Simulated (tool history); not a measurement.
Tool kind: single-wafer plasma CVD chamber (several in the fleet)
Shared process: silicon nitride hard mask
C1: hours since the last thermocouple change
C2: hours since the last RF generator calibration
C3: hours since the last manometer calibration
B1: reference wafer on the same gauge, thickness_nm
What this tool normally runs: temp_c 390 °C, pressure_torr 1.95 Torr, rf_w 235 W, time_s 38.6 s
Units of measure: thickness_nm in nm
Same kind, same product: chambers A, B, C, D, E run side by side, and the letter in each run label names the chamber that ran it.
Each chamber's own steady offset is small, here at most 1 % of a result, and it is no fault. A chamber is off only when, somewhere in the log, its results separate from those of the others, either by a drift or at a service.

run 1B hour=12 | temp_c=390 pressure_torr=1.95 rf_w=235 time_s=38.6 | C1=1764.8 C2=1268.6 C3=297.3 | B1=33.016 | thickness_nm=39.763
run 2A hour=21.1 | temp_c=390 pressure_torr=1.95 rf_w=235 time_s=38.6 | C1=867.9 C2=211.2 C3=2720 | B1=32.997 | thickness_nm=39.951
run 3C hour=28 | temp_c=390 pressure_torr=1.95 rf_w=235 time_s=38.6 | C1=1038.4 C2=629 C3=1023.6 | B1=33.021 | thickness_nm=39.707
run 4E hour=37.5 | temp_c=390 pressure_torr=1.95 rf_w=235 time_s=38.6 | C1=1465 C2=158.1 C3=1040.9 | B1=33.024 | thickness_nm=40.204
run 5D hour=45 | temp_c=390 pressure_torr=1.95 rf_w=235 time_s=38.6 | C1=150.7 C2=1090.9 C3=259.6 | B1=33.013 | thickness_nm=40.074
run 6D hour=54 | temp_c=390 pressure_torr=1.95 rf_w=235 time_s=38.6 | C1=159.7 C2=1099.9 C3=268.6 | B1=33.037 | thickness_nm=40.18
run 7A hour=62 | temp_c=390 pressure_torr=1.95 rf_w=235 time_s=38.6 | C1=908.8 C2=252.1 C3=2760.9 | B1=33.027 | thickness_nm=39.872
run 8C hour=70.3 | temp_c=390 pressure_torr=1.95 rf_w=235 time_s=38.6 | C1=1080.7 C2=671.3 C3=1065.9 | B1=33.036 | thickness_nm=39.723
run 9B hour=82.6 | temp_c=390 pressure_torr=1.95 rf_w=235 time_s=38.6 | C1=1835.4 C2=1339.2 C3=367.9 | B1=33.039 | thickness_nm=39.75
run 10E hour=89 | temp_c=390 pressure_torr=1.95 rf_w=235 time_s=38.6 | C1=1516.5 C2=209.6 C3=1092.4 | B1=33.064 | thickness_nm=40.108
run 11C hour=95.9 | temp_c=390 pressure_torr=1.95 rf_w=235 time_s=38.6 | C1=1106.3 C2=696.9 C3=1091.5 | B1=33.063 | thickness_nm=39.756
run 12B hour=104.4 | temp_c=390 pressure_torr=1.95 rf_w=235 time_s=38.6 | C1=1857.2 C2=1361 C3=389.7 | B1=33.055 | thickness_nm=39.809
run 13E hour=113.4 | temp_c=390 pressure_torr=1.95 rf_w=235 time_s=38.6 | C1=1540.9 C2=234 C3=1116.8 | B1=33.063 | thickness_nm=40.235
run 14D hour=122 | temp_c=390 pressure_torr=1.95 rf_w=235 time_s=38.6 | C1=227.7 C2=1167.9 C3=336.6 | B1=33.075 | thickness_nm=40.179
run 15A hour=131.1 | temp_c=390 pressure_torr=1.95 rf_w=235 time_s=38.6 | C1=977.9 C2=321.2 C3=2830 | B1=33.066 | thickness_nm=40.037
run 16D hour=143.3 | temp_c=390 pressure_torr=1.95 rf_w=235 time_s=38.6 | C1=249 C2=1189.2 C3=357.9 | B1=33.087 | thickness_nm=40.171
run 17C hour=155.3 | temp_c=390 pressure_torr=1.95 rf_w=235 time_s=38.6 | C1=1165.7 C2=756.3 C3=1150.9 | B1=33.07 | thickness_nm=39.809
run 18E hour=164.5 | temp_c=390 pressure_torr=2.39 rf_w=235 time_s=35.2 | C1=1592 C2=285.1 C3=1167.9 | B1=33.085 | thickness_nm=38.669
run 19A hour=177.3 | temp_c=390 pressure_torr=2.39 rf_w=235 time_s=35.2 | C1=1024.1 C2=367.4 C3=2876.2 | B1=33.099 | thickness_nm=38.564
run 20B hour=190.1 | temp_c=390 pressure_torr=2.39 rf_w=235 time_s=35.2 | C1=1942.9 C2=1446.7 C3=475.4 | B1=33.103 | thickness_nm=38.416
run 21A hour=202.6 | temp_c=390 pressure_torr=2.39 rf_w=235 time_s=35.2 | C1=1049.4 C2=392.7 C3=2901.5 | B1=33.096 | thickness_nm=38.525
run 22E hour=210.3 | temp_c=390 pressure_torr=2.39 rf_w=235 time_s=35.2 | C1=1637.8 C2=330.9 C3=1213.7 | B1=33.112 | thickness_nm=38.694
run 23D hour=220.3 | temp_c=390 pressure_torr=1.95 rf_w=235 time_s=38.6 | C1=326 C2=1266.2 C3=434.9 | B1=33.136 | thickness_nm=40.248
-- hour=227.8 chamber C: thermocouple changed; heater temperature recalibrated
-- hour=231.5 chamber A: capacitance manometer re-zeroed and calibrated
run 24B hour=233 | temp_c=390 pressure_torr=1.95 rf_w=235 time_s=38.6 | C1=1985.8 C2=1489.6 C3=518.3 | B1=33.128 | thickness_nm=39.837
run 25C hour=244.9 | temp_c=390 pressure_torr=1.75 rf_w=235 time_s=38.6 | C1=17.2 C2=845.9 C3=1240.5 | B1=33.124 | thickness_nm=38.599
run 26E hour=252.3 | temp_c=390 pressure_torr=1.75 rf_w=235 time_s=38.6 | C1=1679.8 C2=372.9 C3=1255.7 | B1=33.127 | thickness_nm=39.012
run 27C hour=263.5 | temp_c=390 pressure_torr=1.75 rf_w=235 time_s=38.6 | C1=35.8 C2=864.5 C3=1259.1 | B1=33.139 | thickness_nm=38.638
run 28A hour=276.4 | temp_c=390 pressure_torr=1.75 rf_w=235 time_s=38.6 | C1=1123.2 C2=466.5 C3=44.9 | B1=33.161 | thickness_nm=38.928
run 29D hour=286.2 | temp_c=390 pressure_torr=1.75 rf_w=235 time_s=38.6 | C1=391.9 C2=1332.1 C3=500.8 | B1=33.157 | thickness_nm=39.021
run 30B hour=298.7 | temp_c=390 pressure_torr=1.95 rf_w=235 time_s=38.6 | C1=2051.5 C2=1555.3 C3=584 | B1=33.145 | thickness_nm=39.986
run 31E hour=306.7 | temp_c=390 pressure_torr=1.95 rf_w=235 time_s=38.6 | C1=1734.2 C2=427.3 C3=1310.1 | B1=33.163 | thickness_nm=40.267
run 32D hour=316.4 | temp_c=390 pressure_torr=1.95 rf_w=235 time_s=38.6 | C1=422.1 C2=1362.3 C3=531 | B1=33.154 | thickness_nm=40.229
run 33A hour=322.3 | temp_c=390 pressure_torr=1.95 rf_w=235 time_s=38.6 | C1=1169.1 C2=512.4 C3=90.8 | B1=33.178 | thickness_nm=40.179
run 34B hour=330.5 | temp_c=390 pressure_torr=1.95 rf_w=235 time_s=38.6 | C1=2083.3 C2=1587.1 C3=615.8 | B1=33.173 | thickness_nm=39.951
run 35C hour=343.1 | temp_c=390 pressure_torr=1.95 rf_w=235 time_s=38.6 | C1=115.4 C2=944.1 C3=1338.7 | B1=33.186 | thickness_nm=39.976
run 36D hour=349.8 | temp_c=390 pressure_torr=1.95 rf_w=235 time_s=38.6 | C1=455.5 C2=1395.7 C3=564.4 | B1=33.182 | thickness_nm=40.324

Next, every chamber runs the same settings. What will each give?
run 37A hour=359.2 | temp_c=390 pressure_torr=2.27 rf_w=235 time_s=38.6 | thickness_nm=?
run 37B hour=359.2 | temp_c=390 pressure_torr=2.27 rf_w=235 time_s=38.6 | thickness_nm=?
run 37C hour=359.2 | temp_c=390 pressure_torr=2.27 rf_w=235 time_s=38.6 | thickness_nm=?
run 37D hour=359.2 | temp_c=390 pressure_torr=2.27 rf_w=235 time_s=38.6 | thickness_nm=?
run 37E hour=359.2 | temp_c=390 pressure_torr=2.27 rf_w=235 time_s=38.6 | thickness_nm=?

run=37A thickness_nm=41.884
run=37B thickness_nm=41.545
run=37C thickness_nm=41.427
run=37D thickness_nm=42.023
run=37E thickness_nm=41.967
